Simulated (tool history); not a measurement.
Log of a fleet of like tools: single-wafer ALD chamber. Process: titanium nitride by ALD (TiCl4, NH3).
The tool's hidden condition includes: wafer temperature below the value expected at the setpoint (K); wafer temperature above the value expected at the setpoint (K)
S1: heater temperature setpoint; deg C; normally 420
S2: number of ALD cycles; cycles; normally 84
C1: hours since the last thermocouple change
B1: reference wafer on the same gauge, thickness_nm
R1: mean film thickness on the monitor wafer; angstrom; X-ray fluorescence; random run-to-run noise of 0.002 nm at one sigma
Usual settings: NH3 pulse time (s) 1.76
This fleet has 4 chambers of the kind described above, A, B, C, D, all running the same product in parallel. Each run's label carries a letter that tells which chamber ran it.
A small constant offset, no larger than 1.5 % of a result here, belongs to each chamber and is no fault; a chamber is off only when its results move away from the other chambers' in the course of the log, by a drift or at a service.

run 1B hour=6.8 | S1=420 S2=84 NH3_pulse_time_(s)=1.76 | C1=2301.7 | B1=1.5893 | R1=18.660
run 2C hour=12.8 | S1=420 S2=84 NH3_pulse_time_(s)=1.76 | C1=444.0 | B1=1.5895 | R1=18.598
run 3D hour=17.1 | S1=420 S2=84 NH3_pulse_time_(s)=1.76 | C1=684.7 | B1=1.5893 | R1=18.706
run 4A hour=24.4 | S1=420 S2=84 NH3_pulse_time_(s)=1.76 | C1=1608.9 | B1=1.5889 | R1=18.384
run 5B hour=30.7 | S1=420 S2=84 NH3_pulse_time_(s)=1.76 | C1=2325.6 | B1=1.5887 | R1=18.675
run 6D hour=36.8 | S1=420 S2=84 NH3_pulse_time_(s)=1.76 | C1=704.4 | B1=1.5884 | R1=18.700
run 7A hour=41.2 | S1=420 S2=84 NH3_pulse_time_(s)=1.76 | C1=1625.7 | B1=1.5884 | R1=18.378
run 8C hour=48.6 | S1=420 S2=92 NH3_pulse_time_(s)=2.41 | C1=479.8 | B1=1.5878 | R1=20.521
run 9A hour=53.9 | S1=420 S2=92 NH3_pulse_time_(s)=2.41 | C1=1638.4 | B1=1.5879 | R1=20.319
run 10C hour=57.3 | S1=420 S2=92 NH3_pulse_time_(s)=2.41 | C1=488.5 | B1=1.5878 | R1=20.514
run 11B hour=63.9 | S1=420 S2=92 NH3_pulse_time_(s)=2.41 | C1=2358.8 | B1=1.5873 | R1=20.571
run 12D hour=69.3 | S1=420 S2=84 NH3_pulse_time_(s)=1.76 | C1=736.9 | B1=1.5871 | R1=18.700
run 13D hour=75.7 | S1=420 S2=84 NH3_pulse_time_(s)=1.76 | C1=743.3 | B1=1.5867 | R1=18.678
run 14A hour=83.0 | S1=420 S2=84 NH3_pulse_time_(s)=1.76 | C1=1667.5 | B1=1.5861 | R1=18.386
run 15B hour=89.8 | S1=420 S2=84 NH3_pulse_time_(s)=1.76 | C1=2384.7 | B1=1.5855 | R1=18.619
run 16C hour=96.4 | S1=420 S2=84 NH3_pulse_time_(s)=1.76 | C1=527.6 | B1=1.5855 | R1=18.555
run 17A hour=102.9 | S1=426 S2=96 NH3_pulse_time_(s)=1.76 | C1=1687.4 | B1=1.5854 | R1=21.024
run 18C hour=107.1 | S1=426 S2=96 NH3_pulse_time_(s)=1.76 | C1=538.3 | B1=1.5853 | R1=21.256
run 19B hour=113.0 | S1=426 S2=96 NH3_pulse_time_(s)=1.76 | C1=2407.9 | B1=1.5851 | R1=21.329
run 20D hour=116.3 | S1=426 S2=96 NH3_pulse_time_(s)=1.76 | C1=783.9 | B1=1.5851 | R1=21.361
run 21C hour=122.4 | S1=420 S2=84 NH3_pulse_time_(s)=1.76 | C1=553.6 | B1=1.5850 | R1=18.514
run 22D hour=129.3 | S1=420 S2=84 NH3_pulse_time_(s)=1.76 | C1=796.9 | B1=1.5846 | R1=18.649
run 23A hour=136.2 | S1=420 S2=76 NH3_pulse_time_(s)=1.76 | C1=1720.7 | B1=1.5841 | R1=16.588
run 24B hour=143.3 | S1=420 S2=76 NH3_pulse_time_(s)=1.76 | C1=2438.2 | B1=1.5838 | R1=16.791
run 25B hour=149.2 | S1=420 S2=76 NH3_pulse_time_(s)=1.76 | C1=2444.1 | B1=1.5835 | R1=16.802
run 26D hour=156.1 | S1=420 S2=76 NH3_pulse_time_(s)=1.76 | C1=823.7 | B1=1.5828 | R1=16.861

Read the log: is a single chamber off, either drifting away or since a service, is the gauge that measures every chamber drifting, or is nothing wrong beyond small per-chamber offsets? Name any odd chamber and what most likely caused it.

The gauge drifts, so all chambers seem to drift together. No chamber is off.
What lies behind it: gauge reads low (%) = 0.451.
